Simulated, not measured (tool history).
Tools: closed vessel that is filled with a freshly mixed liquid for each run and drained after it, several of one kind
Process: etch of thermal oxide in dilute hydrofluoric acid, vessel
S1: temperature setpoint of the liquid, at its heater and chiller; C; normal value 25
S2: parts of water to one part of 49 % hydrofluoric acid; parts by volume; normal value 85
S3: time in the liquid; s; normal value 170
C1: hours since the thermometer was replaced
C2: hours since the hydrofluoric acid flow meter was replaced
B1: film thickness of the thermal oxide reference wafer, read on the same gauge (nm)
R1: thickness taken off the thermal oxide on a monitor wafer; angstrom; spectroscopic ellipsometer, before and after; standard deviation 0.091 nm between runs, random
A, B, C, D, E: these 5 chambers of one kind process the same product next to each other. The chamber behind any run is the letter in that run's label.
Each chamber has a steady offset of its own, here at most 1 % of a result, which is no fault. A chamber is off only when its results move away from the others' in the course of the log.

run   hour    S1   S2   S3      C1      C2      B1      R1
 1D    8.7    25   85  170   786.3   690.7  49.994  101.25
 2E   18.4    25   85  170  1602.1   570.2  49.974  104.77
 3A   32.8    25   85  170     138   714.4      50  101.36
 4B   42.7    25   85  170  1318.9   398.9   50.01  103.59
 5C   53.7    25   85  170   368.5     835      50  103.41
 6C   64.2    25   85  170     379   845.5  49.987  103.26
 7D   71.3    25   85  170   848.9   753.3  49.996  103.02
 8B   82.2    25  100  205  1358.4   438.4  49.999  103.58
 9A   91.7    25  100  205   196.9   773.3  50.006  103.14
10E    104    25  100  205  1687.7   655.8  49.978  104.91
11C  117.4    25  100  205   432.2   898.7  50.004  103.64
12D  125.4    25  100  205     903   807.4  50.016  103.05
13B    137  21.5   75  170  1413.2   493.2   50.01  100.23
14E    147  21.5   75  170  1730.7   698.8  49.971  104.37
15A    161  21.5   75  170   266.2   842.6  50.007   102.7
16E  175.5  21.5   75  170  1759.2   727.3  50.004  101.92
17A  184.8  21.5   75  170     290   866.4  49.989  101.35
18D  194.5    25   85  170   972.1   876.5  50.024  103.61
19B  208.6    25   85  170  1484.8   564.8  49.997  97.869
20C  217.5    25   45  170   532.3   998.8  50.007  208.01
21A    230    25   45  170   335.2   911.6  50.022  202.43
22B  243.2    25   45  170  1519.4   599.4   49.99  192.44
23C  256.6    25   45  170   571.4  1037.9  49.993  206.01
24E    271    25   45  170  1854.7   822.8  49.989  209.07
     273.1  -- chamber D: thermometer replaced
     273.6  -- chamber A: hydrofluoric acid flow meter replaced
25D  280.8    25   85  170     7.8   962.8  50.003  102.31
26B  287.7    25   85  170  1563.9   643.9  50.003  95.838
27C  300.4    25   85  170   615.2  1081.7  49.998  102.95
     302.7  -- chamber D: hydrofluoric acid flow meter replaced
28E  307.4    25   85  170  1891.1   859.2  50.007  105.13
29D  320.2    25   85  170    47.2    17.5  49.993   102.2
30A  328.3    25   85  170   433.5    54.7  49.979     102
31D  341.3    25   85  170    68.3    38.6      50  102.89
32A    356    25   85  260   461.2    82.4  49.972  155.69
33C  370.1    25   85  260   684.9  1151.4  49.982  157.61

Does one chamber stand apart from the rest, does the shared gauge drift, or is all well apart from small per-chamber offsets? Give the chamber and the most likely cause, where there is one.

Little by little, chamber B moves away from the other chambers.
What lies behind it: liquid colder than its thermometer reads (K) = 2.56.
The log may not tell that from: hydrofluoric acid flow below the setpoint (%).

Below are 4 candidate recipes for chamber B's next run, each the usual settings with a change, their results shown as question marks. Which of them brings B's results back in line with what the other chambers give on the usual settings?
A result is in line if it is within this distance of the other chambers' mean on the usual settings: R1 3.2 angstrom
34B-1  380.7    25  85  185               ?
34B-2  380.7    25  80  185               ?
34B-3  380.7  24.5  85  150               ?
34B-4  380.7    25  85  155               ?

What the other chambers average on the usual settings: R1 102.84 angstrom
  run      R1
34B-1  102.08
34B-2  109.11
34B-3   81.07
34B-4  85.529
The right change is 34B-1: it brings the chamber back within the allowed miss of the others.
